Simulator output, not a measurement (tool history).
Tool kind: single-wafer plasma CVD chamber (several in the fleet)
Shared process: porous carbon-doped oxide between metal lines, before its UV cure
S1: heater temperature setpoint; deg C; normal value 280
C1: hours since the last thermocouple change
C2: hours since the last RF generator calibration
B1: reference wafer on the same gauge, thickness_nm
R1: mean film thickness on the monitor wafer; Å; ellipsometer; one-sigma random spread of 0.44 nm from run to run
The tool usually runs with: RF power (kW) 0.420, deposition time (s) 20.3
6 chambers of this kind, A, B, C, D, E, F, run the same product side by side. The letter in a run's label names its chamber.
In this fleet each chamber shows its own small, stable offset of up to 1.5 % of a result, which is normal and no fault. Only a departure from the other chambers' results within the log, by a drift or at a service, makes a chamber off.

{"run": "1C", "hour": 6.8, "S1": 280, "RF power (kW)": 0.42, "deposition time (s)": 20.3, "C1": 1102.0, "C2": 421.0, "B1": 108.11, "R1": 1101.3}
{"run": "2E", "hour": 16.2, "S1": 280, "RF power (kW)": 0.42, "deposition time (s)": 20.3, "C1": 287.7, "C2": 1144.6, "B1": 107.96, "R1": 1110.1}
{"run": "3B", "hour": 21.9, "S1": 280, "RF power (kW)": 0.42, "deposition time (s)": 20.3, "C1": 927.6, "C2": 1098.8, "B1": 107.96, "R1": 1114.1}
{"run": "4F", "hour": 29.0, "S1": 280, "RF power (kW)": 0.42, "deposition time (s)": 20.3, "C1": 1500.3, "C2": 1252.2, "B1": 107.97, "R1": 1104.8}
{"run": "5A", "hour": 36.6, "S1": 280, "RF power (kW)": 0.42, "deposition time (s)": 20.3, "C1": 227.0, "C2": 1062.3, "B1": 108.01, "R1": 1090.7}
{"run": "6D", "hour": 42.5, "S1": 280, "RF power (kW)": 0.42, "deposition time (s)": 20.3, "C1": 1166.9, "C2": 246.2, "B1": 108.03, "R1": 1092.6}
{"run": "7B", "hour": 49.5, "S1": 280, "RF power (kW)": 0.42, "deposition time (s)": 20.3, "C1": 955.2, "C2": 1126.4, "B1": 108.05, "R1": 1111.7}
{"run": "8D", "hour": 54.9, "S1": 280, "RF power (kW)": 0.42, "deposition time (s)": 20.3, "C1": 1179.3, "C2": 258.6, "B1": 108.07, "R1": 1091.8}
{"run": "9F", "hour": 59.5, "S1": 280, "RF power (kW)": 0.42, "deposition time (s)": 20.3, "C1": 1530.8, "C2": 1282.7, "B1": 108.04, "R1": 1106.3}
{"run": "10C", "hour": 69.4, "S1": 280, "RF power (kW)": 0.42, "deposition time (s)": 20.3, "C1": 1164.6, "C2": 483.6, "B1": 108.03, "R1": 1099.0}
{"run": "11E", "hour": 75.6, "S1": 280, "RF power (kW)": 0.42, "deposition time (s)": 20.3, "C1": 347.1, "C2": 1204.0, "B1": 107.9, "R1": 1107.4}
{"run": "12A", "hour": 82.6, "S1": 288, "RF power (kW)": 0.48, "deposition time (s)": 20.3, "C1": 273.0, "C2": 1108.3, "B1": 108.1, "R1": 1146.2}
{"run": "13A", "hour": 89.1, "S1": 288, "RF power (kW)": 0.48, "deposition time (s)": 20.3, "C1": 279.5, "C2": 1114.8, "B1": 107.94, "R1": 1141.4}
{"hour": 90.3, "done": "chamber D: thermocouple changed; heater temperature recalibrated"}
{"run": "14B", "hour": 95.9, "S1": 288, "RF power (kW)": 0.48, "deposition time (s)": 20.3, "C1": 1001.6, "C2": 1172.8, "B1": 108.07, "R1": 1171.4}
{"run": "15F", "hour": 101.2, "S1": 288, "RF power (kW)": 0.48, "deposition time (s)": 20.3, "C1": 1572.5, "C2": 1324.4, "B1": 108.0, "R1": 1168.2}
{"run": "16C", "hour": 109.8, "S1": 288, "RF power (kW)": 0.48, "deposition time (s)": 20.3, "C1": 1205.0, "C2": 524.0, "B1": 108.07, "R1": 1151.6}
{"run": "17D", "hour": 117.3, "S1": 288, "RF power (kW)": 0.48, "deposition time (s)": 20.3, "C1": 27.1, "C2": 321.0, "B1": 108.03, "R1": 1146.2}
{"run": "18E", "hour": 126.2, "S1": 280, "RF power (kW)": 0.42, "deposition time (s)": 20.3, "C1": 397.7, "C2": 1254.6, "B1": 108.03, "R1": 1116.2}
{"run": "19E", "hour": 136.1, "S1": 294, "RF power (kW)": 0.42, "deposition time (s)": 22.5, "C1": 407.6, "C2": 1264.5, "B1": 107.91, "R1": 1127.4}
{"run": "20B", "hour": 145.8, "S1": 294, "RF power (kW)": 0.42, "deposition time (s)": 22.5, "C1": 1051.5, "C2": 1222.7, "B1": 108.04, "R1": 1125.5}
{"run": "21F", "hour": 150.9, "S1": 294, "RF power (kW)": 0.42, "deposition time (s)": 22.5, "C1": 1622.2, "C2": 1374.1, "B1": 107.82, "R1": 1120.9}
{"hour": 151.9, "done": "chamber F: thermocouple changed; heater temperature recalibrated"}
{"run": "22C", "hour": 157.5, "S1": 294, "RF power (kW)": 0.42, "deposition time (s)": 22.5, "C1": 1252.7, "C2": 571.7, "B1": 108.04, "R1": 1117.5}
{"run": "23A", "hour": 166.8, "S1": 294, "RF power (kW)": 0.42, "deposition time (s)": 22.5, "C1": 357.2, "C2": 1192.5, "B1": 108.06, "R1": 1098.0}
{"run": "24D", "hour": 172.7, "S1": 294, "RF power (kW)": 0.42, "deposition time (s)": 22.5, "C1": 82.5, "C2": 376.4, "B1": 107.9, "R1": 1111.0}
{"run": "25A", "hour": 177.6, "S1": 280, "RF power (kW)": 0.42, "deposition time (s)": 20.3, "C1": 368.0, "C2": 1203.3, "B1": 107.96, "R1": 1092.6}
{"run": "26C", "hour": 186.6, "S1": 280, "RF power (kW)": 0.42, "deposition time (s)": 20.3, "C1": 1281.8, "C2": 600.8, "B1": 108.07, "R1": 1106.8}
{"run": "27E", "hour": 191.0, "S1": 280, "RF power (kW)": 0.42, "deposition time (s)": 20.3, "C1": 462.5, "C2": 1319.4, "B1": 108.01, "R1": 1112.2}
{"run": "28F", "hour": 196.0, "S1": 280, "RF power (kW)": 0.42, "deposition time (s)": 20.3, "C1": 44.1, "C2": 1419.2, "B1": 108.02, "R1": 1144.7}
{"run": "29D", "hour": 204.5, "S1": 280, "RF power (kW)": 0.42, "deposition time (s)": 17.3, "C1": 114.3, "C2": 408.2, "B1": 107.97, "R1": 936.23}
{"run": "30B", "hour": 211.2, "S1": 280, "RF power (kW)": 0.42, "deposition time (s)": 17.3, "C1": 1116.9, "C2": 1288.1, "B1": 108.03, "R1": 950.42}
{"run": "31C", "hour": 217.9, "S1": 280, "RF power (kW)": 0.42, "deposition time (s)": 17.3, "C1": 1313.1, "C2": 632.1, "B1": 107.94, "R1": 943.38}
{"run": "32B", "hour": 226.9, "S1": 280, "RF power (kW)": 0.42, "deposition time (s)": 17.3, "C1": 1132.6, "C2": 1303.8, "B1": 108.02, "R1": 953.35}
{"run": "33D", "hour": 233.3, "S1": 280, "RF power (kW)": 0.42, "deposition time (s)": 17.3, "C1": 143.1, "C2": 437.0, "B1": 108.04, "R1": 927.83}
{"run": "34A", "hour": 240.3, "S1": 280, "RF power (kW)": 0.42, "deposition time (s)": 17.3, "C1": 430.7, "C2": 1266.0, "B1": 108.0, "R1": 933.09}
{"run": "35F", "hour": 248.1, "S1": 280, "RF power (kW)": 0.42, "deposition time (s)": 20.3, "C1": 96.2, "C2": 1471.3, "B1": 107.95, "R1": 1147.0}
{"run": "36E", "hour": 252.7, "S1": 280, "RF power (kW)": 0.42, "deposition time (s)": 20.3, "C1": 524.2, "C2": 1381.1, "B1": 108.02, "R1": 1111.8}
{"run": "37E", "hour": 260.9, "S1": 280, "RF power (kW)": 0.42, "deposition time (s)": 20.3, "C1": 532.4, "C2": 1389.3, "B1": 108.05, "R1": 1110.1}

What goes on in this fleet: one chamber off, a drifting gauge, or nothing beyond the chambers' own small offsets? Name the chamber and the cause, if any.

Chamber F has stood off from the others ever since a service on it.
What lies behind it: wafer temperature below the value expected at the setpoint (K) = 5.06.

Below are 4 candidate recipes for chamber F's next run, each the usual settings with a change, their results shown as question marks. Which of them brings F's results back in line with what the other chambers give on the usual settings?
In line here means within this much of the mean the other chambers give on the usual settings: R1 15.00 Å
{"run": "38F-1", "hour": 268.1, "S1": 280, "RF power (kW)": 0.44, "deposition time (s)": 20.3, "R1": "?"}
{"run": "38F-2", "hour": 268.1, "S1": 281, "RF power (kW)": 0.42, "deposition time (s)": 19.6, "R1": "?"}
{"run": "38F-3", "hour": 268.1, "S1": 267, "RF power (kW)": 0.42, "deposition time (s)": 20.3, "R1": "?"}
{"run": "38F-4", "hour": 268.1, "S1": 283, "RF power (kW)": 0.42, "deposition time (s)": 18.9, "R1": "?"}

Mean of the other chambers on the usual settings: R1 1100.70 Å
run=38F-1 R1=1185.40
run=38F-2 R1=1097.00
run=38F-3 R1=1247.20
run=38F-4 R1=1045.40
Change 38F-2 lands the chamber within the allowed miss of the other chambers.
